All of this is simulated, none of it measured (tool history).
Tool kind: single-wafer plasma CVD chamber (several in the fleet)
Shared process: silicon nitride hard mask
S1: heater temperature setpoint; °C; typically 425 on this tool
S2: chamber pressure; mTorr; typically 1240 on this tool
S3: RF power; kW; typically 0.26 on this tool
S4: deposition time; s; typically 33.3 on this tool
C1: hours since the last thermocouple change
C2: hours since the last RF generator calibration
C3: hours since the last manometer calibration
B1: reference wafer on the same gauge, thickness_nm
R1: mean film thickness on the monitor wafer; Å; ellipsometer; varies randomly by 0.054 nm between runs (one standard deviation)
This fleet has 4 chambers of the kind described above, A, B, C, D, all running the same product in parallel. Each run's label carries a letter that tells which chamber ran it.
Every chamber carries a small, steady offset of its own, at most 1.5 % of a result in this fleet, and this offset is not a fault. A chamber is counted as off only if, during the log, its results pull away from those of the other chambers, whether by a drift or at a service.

run   hour   S1    S2    S3    S4      C1      C2      C3      B1      R1
 1D    4.4  425  1240  0.26  33.3   320.7   828.1   615.4   35.91  316.82
 2A   10.3  425  1240  0.26  33.3  1055.7   703.8   480.1  35.908  322.55
 3C   15.5  425  1240  0.26  33.3  1988.4  1524.7    1735  35.921   317.8
 4B   23.4  425  1240  0.26  33.3  2318.6   485.2   347.2  35.924  316.53
 5A   31.3  425  1240  0.26  33.3  1076.7   724.8   501.1  35.957  323.24
 6D   37.8  425  1240  0.26  33.3   354.1   861.5   648.8   35.98  318.51
 7B   43.4  425  1240  0.26  33.3  2338.6   505.2   367.2  35.993  318.03
 8C   50.2  425  1240  0.26  33.3  2023.1  1559.4  1769.7  35.989  318.91
 9C   57.9  425  1240  0.26  33.3  2030.8  1567.1  1777.4  36.004  319.16
10B   63.9  411  1240  0.26  33.3  2359.1   525.7   387.7  36.008  320.91
11D   68.2  411  1240  0.26  33.3   384.5   891.9   679.2  36.023  319.03
12A   74.3  411  1240  0.26  33.3  1119.7   767.8   544.1  36.024  325.92
13B   78.6  411  1240  0.26  33.3  2373.8   540.4   402.4  36.041  321.18
14C   85.7  425  1240  0.26  33.3  2058.6  1594.9  1805.2  36.047  318.78
15A   89.1  425  1240  0.26  33.3  1134.5   782.6   558.9  36.044  324.38
16D     96  425  1460  0.26  33.3   412.3   919.7     707  36.057  336.49
17B  101.5  425  1460  0.26  33.3  2396.7   563.3   425.3  36.075   335.5
18D  105.1  425  1460  0.26  33.3   421.4   928.8   716.1  36.095  336.28
19A  108.7  425  1460  0.26  33.3  1154.1   802.2   578.5  36.079   340.3
     114.6  -- chamber C: RF generator calibrated
20C  116.5  425  1240  0.26  33.3  2089.4       2    1836  36.093  318.72
21C  122.6  425  1240  0.26  33.3  2095.5     8.1  1842.1  36.096  319.58
22D    127  425  1240  0.26  33.3   443.3   950.7     738  36.113  319.73
23A  130.5  425  1240  0.26  33.3  1175.9     824   600.3  36.137  324.18
24B  136.5  425  1240  0.26  33.3  2431.7   598.3   460.3  36.141  320.38
25B  141.9  425  1240  0.26  33.3  2437.1   603.7   465.7  36.129  318.75

The same settings go to every chamber for the next run, one line per chamber below. Forecast the results for each:
26A  147.6  425  1020  0.26  33.3                   ?
26B  147.6  425  1020  0.26  33.3                   ?
26C  147.6  425  1020  0.26  33.3                   ?
26D  147.6  425  1020  0.26  33.3                   ?

run      R1
26A  304.13
26B  299.55
26C  300.06
26D  299.95
